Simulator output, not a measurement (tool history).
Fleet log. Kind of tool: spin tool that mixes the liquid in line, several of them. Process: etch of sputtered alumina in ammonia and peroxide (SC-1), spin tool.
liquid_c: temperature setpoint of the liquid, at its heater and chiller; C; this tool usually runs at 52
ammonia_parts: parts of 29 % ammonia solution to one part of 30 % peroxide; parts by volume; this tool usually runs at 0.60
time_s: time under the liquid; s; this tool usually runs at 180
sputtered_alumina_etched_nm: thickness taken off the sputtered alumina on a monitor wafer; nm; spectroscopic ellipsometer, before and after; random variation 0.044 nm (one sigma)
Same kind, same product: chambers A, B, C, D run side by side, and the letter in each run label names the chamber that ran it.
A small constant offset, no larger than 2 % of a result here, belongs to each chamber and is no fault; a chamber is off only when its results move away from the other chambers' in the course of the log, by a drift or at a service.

run,hour,liquid_c,ammonia_parts,time_s,"read-back film thickness of the sputtered alumina reference wafer, read on the same gauge (nm)",sputtered_alumina_etched_nm
1D,3.7,52,0.60,180,139.99,14.5730
2A,7.9,52,0.60,180,140.02,14.4740
3C,11.4,52,0.60,180,140.01,14.2560
# hour 12.2: chamber D: heated supply line repaired
4B,15.9,52,0.60,180,140.01,14.6410
# hour 16.2: chamber C: new drum of ammonia solution connected
5B,21.2,52,0.60,180,139.99,14.7840
6D,26.5,52,0.60,180,140.00,14.5880
7A,30.1,52,0.60,180,139.99,14.3900
8C,33.5,52,0.60,180,139.98,14.3930
9C,37.2,52,0.60,180,139.99,14.3250
10D,40.0,52,0.60,180,140.02,14.5370
11A,43.4,52,0.60,180,140.03,14.4750
# hour 46.0: chamber A: ammonia flow meter replaced
12B,47.6,52,0.30,180,139.99,13.7450
13C,50.2,52,0.30,180,139.98,13.4160
14A,54.2,52,0.30,180,140.01,13.5150
15D,58.7,52,0.30,180,139.99,13.6010
16B,63.7,52,0.60,180,140.01,14.6960
17B,68.5,52,0.60,180,140.01,14.6620
18A,71.1,52,0.60,180,139.99,14.4090
19C,76.3,45,0.75,180,140.01,9.9636
20D,81.5,45,0.75,180,140.02,10.0690
21B,84.5,45,0.75,180,140.01,10.1590
22A,89.0,45,0.75,180,139.98,9.9083
23D,92.8,52,0.60,180,140.00,14.6170
24C,97.2,52,0.60,180,139.98,14.3230
25A,101.8,52,0.60,180,139.99,14.4700
26B,104.1,59,0.60,285,139.98,33.6440
27D,107.9,59,0.60,285,139.99,33.3470
28C,112.4,59,0.60,285,140.01,32.9080
29B,116.0,59,0.60,285,140.01,33.7980
30A,120.7,52,0.45,270,140.01,21.0770
31D,125.0,52,0.45,270,140.01,21.3270
32C,128.7,52,0.45,270,140.01,21.0470
33D,131.3,52,0.45,270,140.00,21.2690
34A,133.6,47,0.60,105,140.01,6.3692
35C,137.9,47,0.60,105,139.98,6.3076
36B,142.0,47,0.60,105,139.99,6.4792
37B,144.6,47,0.60,105,140.00,6.5238
38C,147.0,52,0.60,180,140.00,14.3220
39A,151.2,48,0.60,275,140.01,17.5610
40D,154.0,48,0.60,275,140.00,17.8770

One chamber off, gauge drift, or nothing amiss beyond the chambers' own small offsets? If it is a chamber, which one, and what is the likeliest cause?

No chamber stands off beyond its own small offset, and the gauge holds steady.
